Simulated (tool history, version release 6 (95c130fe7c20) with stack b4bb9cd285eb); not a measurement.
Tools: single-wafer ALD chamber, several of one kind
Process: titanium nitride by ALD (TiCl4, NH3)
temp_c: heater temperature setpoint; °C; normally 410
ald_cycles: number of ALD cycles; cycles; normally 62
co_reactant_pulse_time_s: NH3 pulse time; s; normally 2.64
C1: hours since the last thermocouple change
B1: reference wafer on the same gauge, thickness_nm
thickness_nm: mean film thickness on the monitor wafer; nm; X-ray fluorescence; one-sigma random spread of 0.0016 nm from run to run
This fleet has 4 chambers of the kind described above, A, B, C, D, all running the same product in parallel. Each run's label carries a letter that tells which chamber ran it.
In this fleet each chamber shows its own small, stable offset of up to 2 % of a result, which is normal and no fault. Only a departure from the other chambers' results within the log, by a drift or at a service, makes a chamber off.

run 1C day=0.367 | temp_c=410 ald_cycles=62 co_reactant_pulse_time_s=2.64 | C1=1044.3 | B1=1.1705 | thickness_nm=1.3903
run 2A day=0.733 | temp_c=410 ald_cycles=62 co_reactant_pulse_time_s=2.64 | C1=923.7 | B1=1.1704 | thickness_nm=1.3633
run 3B day=1.208 | temp_c=410 ald_cycles=62 co_reactant_pulse_time_s=2.64 | C1=1430.1 | B1=1.1704 | thickness_nm=1.3926
run 4D day=1.575 | temp_c=410 ald_cycles=62 co_reactant_pulse_time_s=2.64 | C1=964.1 | B1=1.1709 | thickness_nm=1.3748
run 5C day=1.892 | temp_c=410 ald_cycles=62 co_reactant_pulse_time_s=2.64 | C1=1080.9 | B1=1.1709 | thickness_nm=1.3887
run 6D day=2.267 | temp_c=410 ald_cycles=62 co_reactant_pulse_time_s=2.64 | C1=980.7 | B1=1.1715 | thickness_nm=1.3738
run 7B day=2.658 | temp_c=403 ald_cycles=62 co_reactant_pulse_time_s=3.16 | C1=1464.9 | B1=1.1716 | thickness_nm=1.3988
run 8A day=3.050 | temp_c=403 ald_cycles=62 co_reactant_pulse_time_s=3.16 | C1=979.3 | B1=1.1719 | thickness_nm=1.3711
run 9C day=3.292 | temp_c=403 ald_cycles=62 co_reactant_pulse_time_s=3.16 | C1=1114.5 | B1=1.1718 | thickness_nm=1.3936
run 10A day=3.533 | temp_c=403 ald_cycles=62 co_reactant_pulse_time_s=3.16 | C1=990.9 | B1=1.1718 | thickness_nm=1.3700
run 11D day=3.933 | temp_c=410 ald_cycles=62 co_reactant_pulse_time_s=2.64 | C1=1020.7 | B1=1.1723 | thickness_nm=1.3751
run 12B day=4.196 | temp_c=410 ald_cycles=62 co_reactant_pulse_time_s=2.64 | C1=1501.8 | B1=1.1726 | thickness_nm=1.3972
run 13B day=4.554 | temp_c=410 ald_cycles=62 co_reactant_pulse_time_s=2.64 | C1=1510.4 | B1=1.1729 | thickness_nm=1.3931
run 14A day=5.042 | temp_c=410 ald_cycles=62 co_reactant_pulse_time_s=2.64 | C1=1027.1 | B1=1.1727 | thickness_nm=1.3629
run 15C day=5.421 | temp_c=410 ald_cycles=62 co_reactant_pulse_time_s=2.64 | C1=1165.6 | B1=1.1731 | thickness_nm=1.3909
run 16D day=5.883 | temp_c=410 ald_cycles=62 co_reactant_pulse_time_s=2.64 | C1=1067.5 | B1=1.1733 | thickness_nm=1.3739
run 17C day=6.267 | temp_c=410 ald_cycles=67 co_reactant_pulse_time_s=2.64 | C1=1185.9 | B1=1.1736 | thickness_nm=1.4994
run 18B day=6.596 | temp_c=410 ald_cycles=67 co_reactant_pulse_time_s=2.64 | C1=1559.4 | B1=1.1736 | thickness_nm=1.5103
run 19D day=7.012 | temp_c=410 ald_cycles=67 co_reactant_pulse_time_s=2.64 | C1=1094.6 | B1=1.1739 | thickness_nm=1.4847
run 20A day=7.500 | temp_c=410 ald_cycles=67 co_reactant_pulse_time_s=2.64 | C1=1086.1 | B1=1.1743 | thickness_nm=1.4766
run 21D day=7.958 | temp_c=410 ald_cycles=62 co_reactant_pulse_time_s=2.64 | C1=1117.3 | B1=1.1745 | thickness_nm=1.3779
run 22A day=8.421 | temp_c=410 ald_cycles=62 co_reactant_pulse_time_s=2.64 | C1=1108.2 | B1=1.1751 | thickness_nm=1.3657
run 23C day=8.762 | temp_c=410 ald_cycles=62 co_reactant_pulse_time_s=2.64 | C1=1245.8 | B1=1.1752 | thickness_nm=1.3907
run 24B day=9.004 | temp_c=410 ald_cycles=62 co_reactant_pulse_time_s=2.64 | C1=1617.2 | B1=1.1752 | thickness_nm=1.4022
run 25C day=9.233 | temp_c=410 ald_cycles=62 co_reactant_pulse_time_s=2.64 | C1=1257.1 | B1=1.1750 | thickness_nm=1.3912
run 26D day=9.554 | temp_c=410 ald_cycles=62 co_reactant_pulse_time_s=2.64 | C1=1155.6 | B1=1.1757 | thickness_nm=1.3769

For the next run the whole fleet of 4 chambers uses the same settings. Give each chamber's results:
run 27A day=9.904 | temp_c=410 ald_cycles=62 co_reactant_pulse_time_s=2.64 | thickness_nm=?
run 27B day=9.904 | temp_c=410 ald_cycles=62 co_reactant_pulse_time_s=2.64 | thickness_nm=?
run 27C day=9.904 | temp_c=410 ald_cycles=62 co_reactant_pulse_time_s=2.64 | thickness_nm=?
run 27D day=9.904 | temp_c=410 ald_cycles=62 co_reactant_pulse_time_s=2.64 | thickness_nm=?

run=27A thickness_nm=1.3708
run=27B thickness_nm=1.4045
run=27C thickness_nm=1.3906
run=27D thickness_nm=1.3781
